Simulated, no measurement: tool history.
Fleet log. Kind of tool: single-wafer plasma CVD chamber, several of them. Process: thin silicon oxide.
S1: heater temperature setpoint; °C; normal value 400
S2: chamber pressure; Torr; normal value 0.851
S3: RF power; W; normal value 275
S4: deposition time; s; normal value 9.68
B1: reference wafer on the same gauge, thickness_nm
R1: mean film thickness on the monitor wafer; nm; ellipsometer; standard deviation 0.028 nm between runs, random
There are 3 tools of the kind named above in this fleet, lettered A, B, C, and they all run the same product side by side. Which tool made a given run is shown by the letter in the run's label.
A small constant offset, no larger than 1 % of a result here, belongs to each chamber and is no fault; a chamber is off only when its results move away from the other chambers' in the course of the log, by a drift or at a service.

run   hour   S1     S2   S3     S4      B1      R1
 1A    2.8  400  0.851  275   9.68  19.502  18.078
 2C    5.7  400  0.851  275   9.68  19.509  18.143
 3B    8.6  400  0.851  275   9.68  19.508  18.253
 4C   11.3  400  0.851  275   9.68  19.518  18.141
 5B   14.3  400  0.851  275   9.68   19.51  18.263
 6A   17.2  400  0.851  275   9.68  19.518  18.115
 7C   19.6  400  0.851  245   9.68  19.518  17.293
 8A   22.2  400  0.851  245   9.68  19.531  17.158
 9B   24.5  400  0.851  245   9.68  19.525    17.4
10C   26.4  400  0.851  275   9.68  19.532  18.172
11A   29.2  400  0.851  275   9.68   19.53  18.122
12B   31.1  400  0.851  275   8.68  19.535  16.408
13A   34.5  400  0.851  275   8.68  19.543  16.263
14C   38.8  400  0.851  275   8.68  19.539  16.262
      39.9  -- chamber A: RF generator calibrated
15B   41.9  412  0.851  295   9.68  19.548  18.747
16C   44.3  412  0.851  295   9.68  19.556   18.56
17A   47.1  412  0.851  295   9.68  19.545  18.558
18B   50.3  400  0.851  275   9.68  19.555  18.344
19C   52.8  400  0.851  275   9.68  19.571  18.174
20B     56  400  0.851  275   9.68  19.562  18.342
21A   58.4  400  0.851  275   9.68  19.561  18.125
22A   61.8  400  0.851  275   9.68   19.57  18.176
23B   65.6  406  0.851  275   9.68  19.568  18.302
24C   68.7  406  0.851  275   9.68  19.577  18.121
25C   72.7  406  0.851  275   9.68  19.579  18.139
26B   74.6  400  0.851  275  11.06  19.585  20.936
27A   77.4  400  0.851  275  11.06  19.596  20.716
28A   80.9  400  0.851  275  11.06  19.587  20.662
29B     83  400  0.851  275   9.68  19.594  18.402
30C   86.8  400  0.851  275   9.68  19.595  18.213
31A   90.9  400  0.851  275   9.68  19.598  18.161
32B   93.7  400  0.851  275   9.68  19.606  18.377
33C   96.2  400  0.851  275   9.68  19.608  18.224
      98.4  -- chamber C: capacitance manometer re-zeroed and calibrated
34A   98.5  400  0.851  275   9.68  19.607  18.191
35B  102.1  400  0.851  275   9.68  19.609  18.361
36C  104.5  400  0.851  275   9.68  19.613  18.246
37A  107.2  400  0.851  275   9.68  19.618  18.239
38C  109.2  400  0.851  275   9.68  19.623  18.291

Has any chamber moved away from the others, gradually or after a service, or does the common gauge drift, or do the chambers differ only by their own small steady offsets? State the chamber and the most likely cause if one applies.

The gauge drifts, so all chambers seem to drift together. No chamber is off.
Cause: gauge reads high (%) = 0.637.

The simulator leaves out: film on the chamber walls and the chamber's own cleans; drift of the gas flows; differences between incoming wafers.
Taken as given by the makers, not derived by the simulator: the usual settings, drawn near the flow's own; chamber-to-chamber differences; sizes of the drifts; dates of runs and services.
